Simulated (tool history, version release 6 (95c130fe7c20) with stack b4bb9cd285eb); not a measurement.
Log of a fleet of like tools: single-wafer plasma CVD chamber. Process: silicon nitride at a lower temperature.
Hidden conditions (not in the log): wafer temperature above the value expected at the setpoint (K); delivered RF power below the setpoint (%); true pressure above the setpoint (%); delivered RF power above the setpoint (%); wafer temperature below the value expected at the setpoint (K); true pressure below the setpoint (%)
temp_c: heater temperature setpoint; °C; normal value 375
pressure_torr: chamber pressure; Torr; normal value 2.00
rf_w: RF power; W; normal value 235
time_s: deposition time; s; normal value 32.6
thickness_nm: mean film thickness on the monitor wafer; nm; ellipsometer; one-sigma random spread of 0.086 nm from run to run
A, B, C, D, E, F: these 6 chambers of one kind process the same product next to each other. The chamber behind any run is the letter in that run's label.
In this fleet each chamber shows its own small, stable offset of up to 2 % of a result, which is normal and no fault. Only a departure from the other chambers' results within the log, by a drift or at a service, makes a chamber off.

run   hour  temp_c  pressure_torr  rf_w  time_s  hours since the last thermocouple change  hours since the last RF generator calibration  hours since the last manometer calibration  read-back reference wafer on the same gauge, thickness_nm  thickness_nm
 1E    5.1     375           2.00   235    32.6                                     614.2                                          608.8                                       240.6                                                     32.622        33.957
 2F   10.1     375           2.00   235    32.6                                    1036.9                                         1409.4                                       328.1                                                     32.588        33.440
 3C   15.8     375           2.00   235    32.6                                    1150.8                                          336.3                                      1745.5                                                     32.620        33.911
 4B   22.6     375           2.00   235    32.6                                     841.1                                           63.9                                       188.5                                                     32.602        33.965
 5D   27.7     375           2.00   235    32.6                                    2003.1                                          387.7                                       368.4                                                     32.589        34.017
 6A   31.9     375           2.00   210    32.6                                    1034.2                                          217.5                                       971.0                                                     32.604        31.655
 7B   36.8     375           2.00   210    32.6                                     855.3                                           78.1                                       202.7                                                     32.613        31.208
 8D   42.3     375           2.00   210    32.6                                    2017.7                                          402.3                                       383.0                                                     32.594        31.181
 9C   51.3     375           2.00   210    32.6                                    1186.3                                          371.8                                      1781.0                                                     32.588        31.109
10F   59.8     375           2.00   210    32.6                                    1086.6                                         1459.1                                       377.8                                                     32.613        30.598
11E   65.2     375           2.00   210    32.6                                     674.3                                          668.9                                       300.7                                                     32.595        31.358
12A   74.2     375           2.00   235    32.6                                    1076.5                                          259.8                                      1013.3                                                     32.594        34.374
13A   80.1     375           2.00   235    32.6                                    1082.4                                          265.7                                      1019.2                                                     32.618        34.270
14E   85.4     375           2.00   235    32.6                                     694.5                                          689.1                                       320.9                                                     32.607        33.934
15B   90.6     375           2.00   235    32.6                                     909.1                                          131.9                                       256.5                                                     32.583        33.967
16F   97.8     375           2.00   235    32.6                                    1124.6                                         1497.1                                       415.8                                                     32.586        33.351
17D  104.2     375           2.41   235    27.2                                    2079.6                                          464.2                                       444.9                                                     32.615        29.906
18C  111.4     375           2.41   235    27.2                                    1246.4                                          431.9                                      1841.1                                                     32.595        29.710
19C  119.1     375           2.41   235    27.2                                    1254.1                                          439.6                                      1848.8                                                     32.607        29.525
20A  124.6     375           2.41   235    27.2                                    1126.9                                          310.2                                      1063.7                                                     32.598        30.050
21F  129.6     375           2.41   235    27.2                                    1156.4                                         1528.9                                       447.6                                                     32.568        29.215
22D  134.1     375           2.41   235    27.2                                    2109.5                                          494.1                                       474.8                                                     32.589        29.699
23B  140.3     375           2.00   235    32.6                                     958.8                                          181.6                                       306.2                                                     32.591        33.837
24E  144.9     375           2.00   235    32.6                                     754.0                                          748.6                                       380.4                                                     32.587        33.614
     145.4  -- chamber C: capacitance manometer re-zeroed and calibrated
25C  153.7     375           2.00   235    32.6                                    1288.7                                          474.2                                         8.3                                                     32.584        33.868
26E  161.3     375           2.00   235    32.6                                     770.4                                          765.0                                       396.8                                                     32.594        33.452
27A  167.3     375           2.00   235    32.6                                    1169.6                                          352.9                                      1106.4                                                     32.606        34.236
28B  173.5     384           2.26   235    32.6                                     992.0                                          214.8                                       339.4                                                     32.600        34.908
29F  177.7     384           2.26   235    32.6                                    1204.5                                         1577.0                                       495.7                                                     32.603        34.323
30D  185.7     384           2.26   235    32.6                                    2161.1                                          545.7                                       526.4                                                     32.587        34.704
31E  194.6     384           2.26   235    32.6                                     803.7                                          798.3                                       430.1                                                     32.607        34.267
32B  199.4     384           2.26   235    32.6                                    1017.9                                          240.7                                       365.3                                                     32.609        35.128
33C  207.3     384           2.26   235    32.6                                    1342.3                                          527.8                                        61.9                                                     32.587        34.736
34D  213.9     375           2.00   235    32.6                                    2189.3                                          573.9                                       554.6                                                     32.610        34.024
35A  221.4     384           2.00   190    32.6                                    1223.7                                          407.0                                      1160.5                                                     32.601        29.454
36F  227.7     384           2.00   190    32.6                                    1254.5                                         1627.0                                       545.7                                                     32.605        28.540
37F  234.4     384           2.00   190    32.6                                    1261.2                                         1633.7                                       552.4                                                     32.588        28.432
38B  240.2     384           2.00   190    32.6                                    1058.7                                          281.5                                       406.1                                                     32.591        28.893
39E  247.1     384           2.00   190    32.6                                     856.2                                          850.8                                       482.6                                                     32.624        28.207
40C  252.4     384           2.00   190    32.6                                    1387.4                                          572.9                                       107.0                                                     32.601        28.660
41A  260.7     375           2.00   235    32.6                                    1263.0                                          446.3                                      1199.8                                                     32.601        34.484

Next, all 6 chambers run the settings below, one line each with question marks for the results. What does each chamber give?
42A  267.4     375           2.00   235    36.5                                                                                                                                                                                                             ?
42B  267.4     375           2.00   235    36.5                                                                                                                                                                                                             ?
42C  267.4     375           2.00   235    36.5                                                                                                                                                                                                             ?
42D  267.4     375           2.00   235    36.5                                                                                                                                                                                                             ?
42E  267.4     375           2.00   235    36.5                                                                                                                                                                                                             ?
42F  267.4     375           2.00   235    36.5                                                                                                                                                                                                             ?

run  thickness_nm
42A        38.521
42B        38.020
42C        37.887
42D        37.999
42E        36.974
42F        37.301
